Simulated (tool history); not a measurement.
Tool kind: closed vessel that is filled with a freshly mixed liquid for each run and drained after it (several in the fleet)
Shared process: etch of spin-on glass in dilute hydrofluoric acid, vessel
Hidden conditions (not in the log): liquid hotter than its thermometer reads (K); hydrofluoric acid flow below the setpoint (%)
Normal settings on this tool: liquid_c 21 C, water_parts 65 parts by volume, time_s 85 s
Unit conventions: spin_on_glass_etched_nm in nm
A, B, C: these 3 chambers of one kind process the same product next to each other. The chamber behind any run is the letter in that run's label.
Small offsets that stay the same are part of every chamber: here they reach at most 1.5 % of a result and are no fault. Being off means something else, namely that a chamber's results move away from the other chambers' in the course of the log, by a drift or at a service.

| run | hour | liquid_c | water_parts | time_s | hours since the thermometer was replaced | hours since the hydrofluoric acid flow meter was replaced | read-back film thickness of the spin-on glass reference wafer, read on the same gauge (nm) | spin_on_glass_etched_nm |
|---|---|---|---|---|---|---|---|---|
| 1B | 5.5 | 21 | 65 | 85 | 2907.1 | 1433.4 | 30.006 | 37.698 |
| 2C | 11.5 | 21 | 65 | 85 | 640.3 | 401.6 | 29.980 | 38.652 |
| 3A | 17.5 | 21 | 65 | 85 | 690.0 | 103.8 | 30.019 | 37.891 |
| 4C | 22.1 | 21 | 65 | 85 | 650.9 | 412.2 | 30.012 | 38.470 |
| 5A | 25.4 | 21 | 65 | 85 | 697.9 | 111.7 | 30.005 | 37.450 |
| 6B | 29.6 | 21 | 65 | 85 | 2931.2 | 1457.5 | 29.993 | 37.804 |
| 7B | 34.8 | 21 | 65 | 85 | 2936.4 | 1462.7 | 30.026 | 37.799 |
| 8C | 40.9 | 21 | 65 | 85 | 669.7 | 431.0 | 30.001 | 38.822 |
| 9A | 46.6 | 21 | 65 | 85 | 719.1 | 132.9 | 29.996 | 38.062 |
| 10B | 51.9 | 21 | 65 | 85 | 2953.5 | 1479.8 | 29.995 | 38.294 |
| 11C | 57.3 | 21 | 65 | 105 | 686.1 | 447.4 | 30.005 | 47.365 |
| 12A | 61.4 | 21 | 65 | 105 | 733.9 | 147.7 | 30.004 | 48.187 |
| 13B | 67.0 | 21 | 65 | 105 | 2968.6 | 1494.9 | 30.006 | 46.766 |
| 14A | 73.2 | 21 | 65 | 85 | 745.7 | 159.5 | 30.015 | 38.698 |
| 15C | 78.2 | 21 | 65 | 85 | 707.0 | 468.3 | 30.016 | 37.836 |
| 16C | 83.1 | 21 | 65 | 85 | 711.9 | 473.2 | 30.001 | 38.336 |
| 17B | 87.1 | 21 | 65 | 85 | 2988.7 | 1515.0 | 30.011 | 37.815 |
| 18A | 92.2 | 21 | 65 | 85 | 764.7 | 178.5 | 30.003 | 39.215 |
| 19A | 97.0 | 21 | 85 | 100 | 769.5 | 183.3 | 29.982 | 34.473 |
| 20B | 102.9 | 21 | 85 | 100 | 3004.5 | 1530.8 | 30.012 | 33.280 |
| 21C | 106.6 | 21 | 85 | 100 | 735.4 | 496.7 | 30.000 | 33.150 |
| 22C | 110.0 | 17 | 50 | 85 | 738.8 | 500.1 | 30.007 | 42.338 |
| 23B | 115.5 | 17 | 50 | 85 | 3017.1 | 1543.4 | 29.995 | 43.354 |
| 24A | 121.8 | 17 | 50 | 85 | 794.3 | 208.1 | 29.993 | 44.255 |
| 25A | 125.8 | 21 | 65 | 85 | 798.3 | 212.1 | 30.023 | 39.865 |
| 26C | 130.5 | 21 | 65 | 85 | 759.3 | 520.6 | 30.029 | 38.807 |
| 27B | 136.9 | 21 | 65 | 85 | 3038.5 | 1564.8 | 30.002 | 37.893 |
| 28A | 141.0 | 17 | 65 | 45 | 813.5 | 227.3 | 29.999 | 17.680 |
| 29B | 145.9 | 17 | 65 | 45 | 3047.5 | 1573.8 | 30.005 | 16.850 |
| 30C | 150.1 | 17 | 65 | 45 | 778.9 | 540.2 | 29.995 | 16.959 |
| 31A | 154.3 | 21 | 50 | 85 | 826.8 | 240.6 | 30.000 | 53.255 |
| 32B | 157.5 | 21 | 50 | 85 | 3059.1 | 1585.4 | 30.002 | 50.145 |

Next, every chamber runs the same settings. What will each give?
| 33A | 162.1 | 21 | 65 | 45 |  |  |  | ? |
| 33B | 162.1 | 21 | 65 | 45 |  |  |  | ? |
| 33C | 162.1 | 21 | 65 | 45 |  |  |  | ? |

| run | spin_on_glass_etched_nm |
|---|---|
| 33A | 21.275 |
| 33B | 19.972 |
| 33C | 20.201 |

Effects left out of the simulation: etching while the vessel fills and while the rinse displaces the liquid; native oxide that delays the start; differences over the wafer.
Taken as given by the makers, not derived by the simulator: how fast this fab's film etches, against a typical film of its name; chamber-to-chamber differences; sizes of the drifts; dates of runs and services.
